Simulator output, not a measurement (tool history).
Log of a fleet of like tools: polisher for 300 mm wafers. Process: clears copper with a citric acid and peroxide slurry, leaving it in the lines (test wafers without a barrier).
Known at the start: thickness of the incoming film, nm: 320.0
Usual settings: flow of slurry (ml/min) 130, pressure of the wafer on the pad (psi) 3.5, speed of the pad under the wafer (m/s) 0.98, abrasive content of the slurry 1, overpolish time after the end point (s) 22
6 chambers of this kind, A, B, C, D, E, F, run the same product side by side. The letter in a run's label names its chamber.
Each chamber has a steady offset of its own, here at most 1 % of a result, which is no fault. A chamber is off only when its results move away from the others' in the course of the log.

| run | day | flow of slurry (ml/min) | pressure of the wafer on the pad (psi) | speed of the pad under the wafer (m/s) | abrasive content of the slurry | overpolish time after the end point (s) | wafers polished on this pad | hours since the slurry nozzle was cleaned | hours since the head pressure was calibrated | hours since the slurry blender was calibrated | time until the end point was called (s) | dishing of a wide line in a test structure (Å) |
|---|---|---|---|---|---|---|---|---|---|---|---|---|
| 1D | 0.146 | 130 | 3.5 | 0.98 | 1 | 22 | 145 | 129.8 | 236 | 110 | 145.97 | 342.56 |
| 2F | 0.296 | 130 | 3.5 | 0.98 | 1 | 22 | 488 | 219.7 | 375.7 | 34.3 | 149.94 | 344.55 |
| 3B | 0.462 | 130 | 3.5 | 0.98 | 1 | 22 | 80 | 490.3 | 1057.8 | 84.8 | 150.9 | 352.26 |
| 4E | 0.638 | 130 | 3.5 | 0.98 | 1 | 22 | 881 | 678.1 | 94.7 | 179.7 | 146.47 | 331.64 |
|  | 0.662 | chamber E: worn pad replaced by a new one |
| 5A | 0.796 | 130 | 3.5 | 1.12 | 1 | 22 | 553 | 493.7 | 382.6 | 392.9 | 126.55 | 384.01 |
| 6C | 0.992 | 130 | 3.5 | 1.12 | 1 | 22 | 482 | 391.6 | 118.5 | 159 | 129.21 | 387.62 |
| 7D | 1.117 | 130 | 3.5 | 1.12 | 1 | 22 | 273 | 153.1 | 259.3 | 133.3 | 128.09 | 387.06 |
| 8F | 1.333 | 130 | 3.5 | 1.12 | 1 | 22 | 625 | 244.6 | 400.6 | 59.2 | 132.01 | 377.62 |
|  | 1.442 | chamber F: slurry nozzle cleaned |
|  | 1.554 | chamber C: worn pad replaced by a new one |
| 9B | 1.592 | 130 | 3.5 | 1.12 | 1 | 22 | 229 | 517.4 | 1084.9 | 111.9 | 130.08 | 383.68 |
| 10A | 1.742 | 130 | 3.5 | 1.12 | 1 | 22 | 678 | 516.4 | 405.3 | 415.6 | 129.48 | 386.45 |
| 11E | 1.946 | 130 | 3.5 | 0.98 | 1 | 22 | 169 | 709.5 | 126.1 | 211.1 | 148.35 | 340.55 |
| 12C | 2.208 | 130 | 3.5 | 0.98 | 1 | 10 | 86 | 420.8 | 147.7 | 188.2 | 146.93 | 160.84 |
|  | 2.408 | chamber E: slurry blender recalibrated |
| 13B | 2.458 | 130 | 3.5 | 0.98 | 1 | 10 | 344 | 538.2 | 1105.7 | 132.7 | 153.22 | 159.67 |
| 14A | 2.629 | 130 | 3.5 | 0.98 | 1 | 10 | 795 | 537.7 | 426.6 | 436.9 | 150.54 | 162.33 |
| 15D | 2.896 | 130 | 3.5 | 0.98 | 1 | 10 | 508 | 195.8 | 302 | 176 | 150.8 | 165.51 |
|  | 2.95 | chamber F: worn pad replaced by a new one |
|  | 3.121 | chamber B: slurry blender recalibrated |
|  | 3.167 | chamber E: slurry nozzle cleaned |
| 16C | 3.167 | 130 | 3.5 | 0.98 | 1 | 10 | 213 | 443.8 | 170.7 | 211.2 | 145.59 | 170.42 |
| 17E | 3.371 | 130 | 3.5 | 0.98 | 1 | 10 | 357 | 5 | 160.3 | 23.2 | 145.57 | 164.76 |
| 18F | 3.525 | 130 | 3.5 | 0.98 | 1 | 22 | 76 | 50.1 | 453.2 | 111.8 | 149.73 | 339.68 |
|  | 3.533 | chamber D: slurry nozzle cleaned |
| 19A | 3.667 | 130 | 3.5 | 0.98 | 1 | 22 | 932 | 562.6 | 451.5 | 461.8 | 144.94 | 340.25 |
|  | 3.671 | chamber A: slurry nozzle cleaned |
|  | 3.758 | chamber A: slurry blender recalibrated |
|  | 3.8 | chamber F: slurry blender recalibrated |
|  | 3.904 | chamber A: worn pad replaced by a new one |
| 20F | 3.925 | 130 | 3.5 | 0.98 | 1 | 22 | 128 | 59.7 | 462.8 | 3.1 | 152.5 | 341.91 |
| 21D | 4.108 | 130 | 3.5 | 0.98 | 1.1 | 22 | 669 | 13.9 | 331.1 | 205.1 | 146.49 | 353.67 |
| 22E | 4.346 | 130 | 3.5 | 0.98 | 1.1 | 22 | 486 | 28.4 | 183.7 | 46.6 | 149.37 | 333.83 |
| 23B | 4.621 | 130 | 3.5 | 0.98 | 1.1 | 22 | 629 | 590.1 | 1157.6 | 36.1 | 146.78 | 336.37 |
| 24C | 4.754 | 130 | 3.5 | 0.98 | 1.1 | 22 | 423 | 481.9 | 208.8 | 249.3 | 150.65 | 339 |
| 25D | 4.925 | 130 | 3.5 | 0.98 | 1.1 | 22 | 776 | 33.5 | 350.7 | 224.7 | 146.51 | 342.4 |
| 26C | 5.146 | 130 | 3.5 | 0.98 | 1.1 | 22 | 474 | 491.3 | 218.2 | 258.7 | 145.91 | 349.19 |
|  | 5.367 | chamber C: worn pad replaced by a new one |
| 27A | 5.379 | 130 | 2.7 | 1.12 | 1 | 22 | 195 | 41 | 492.6 | 39 | 162.63 | 291.75 |
|  | 5.425 | chamber B: worn pad replaced by a new one |
| 28B | 5.654 | 130 | 2.7 | 1.12 | 1 | 22 | 30 | 614.9 | 1182.4 | 60.9 | 172.13 | 296.43 |
| 29F | 5.792 | 130 | 2.7 | 1.12 | 1 | 22 | 375 | 104.5 | 507.6 | 47.9 | 172.38 | 296.81 |
| 30E | 5.95 | 130 | 2.7 | 1.12 | 1 | 22 | 698 | 66.9 | 222.2 | 85.1 | 166.93 | 309.98 |
| 31D | 6.217 | 130 | 2.7 | 1.12 | 1 | 22 | 947 | 64.5 | 381.7 | 255.7 | 171.09 | 306.01 |
|  | 6.233 | chamber D: slurry blender recalibrated |
| 32E | 6.467 | 130 | 2.7 | 1.12 | 1 | 22 | 766 | 79.3 | 234.6 | 97.5 | 171.29 | 299.35 |
| 33C | 6.7 | 130 | 3.5 | 0.98 | 1 | 22 | 176 | 528.6 | 255.5 | 296 | 148.87 | 334.57 |
|  | 6.871 | chamber C: slurry nozzle cleaned |
| 34B | 6.962 | 130 | 3.5 | 0.98 | 1 | 22 | 203 | 646.3 | 1213.8 | 92.3 | 147.13 | 329.19 |
|  | 7.004 | chamber D: worn pad replaced by a new one |
| 35A | 7.233 | 130 | 3.5 | 0.98 | 1 | 22 | 440 | 85.5 | 537.1 | 83.5 | 147.27 | 345.06 |
| 36F | 7.383 | 130 | 3.5 | 0.98 | 1 | 22 | 585 | 142.7 | 545.8 | 86.1 | 151.21 | 329.42 |
| 37B | 7.633 | 130 | 3.5 | 0.98 | 1 | 22 | 291 | 662.4 | 1229.9 | 108.4 | 145.12 | 342.04 |
| 38D | 7.871 | 130 | 3.5 | 0.98 | 1 | 22 | 114 | 104.2 | 421.4 | 39.3 | 150.66 | 345.52 |
|  | 7.904 | chamber F: worn pad replaced by a new one |
| 39A | 8.15 | 130 | 3.5 | 0.98 | 1 | 22 | 561 | 107.5 | 559.1 | 105.5 | 149.44 | 331.96 |
| 40C | 8.362 | 130 | 3.5 | 0.98 | 1 | 22 | 395 | 35.9 | 295.4 | 335.9 | 152.5 | 330.97 |
|  | 8.529 | chamber E: worn pad replaced by a new one |
| 41F | 8.604 | 130 | 3.5 | 0.98 | 1 | 22 | 92 | 172 | 575.1 | 115.4 | 149.64 | 342.04 |
| 42E | 8.758 | 130 | 3.5 | 0.98 | 1 | 22 | 30 | 134.3 | 289.6 | 152.5 | 150.83 | 347.8 |
| 43E | 8.908 | 130 | 3.5 | 0.98 | 1 | 22 | 50 | 137.9 | 293.2 | 156.1 | 150.31 | 347.07 |

Is one chamber off against the others, does the gauge drift, or is nothing wrong? If a chamber is off, say which, and what the likeliest cause is.

No chamber stands off beyond its own small offset, and the gauge holds steady.
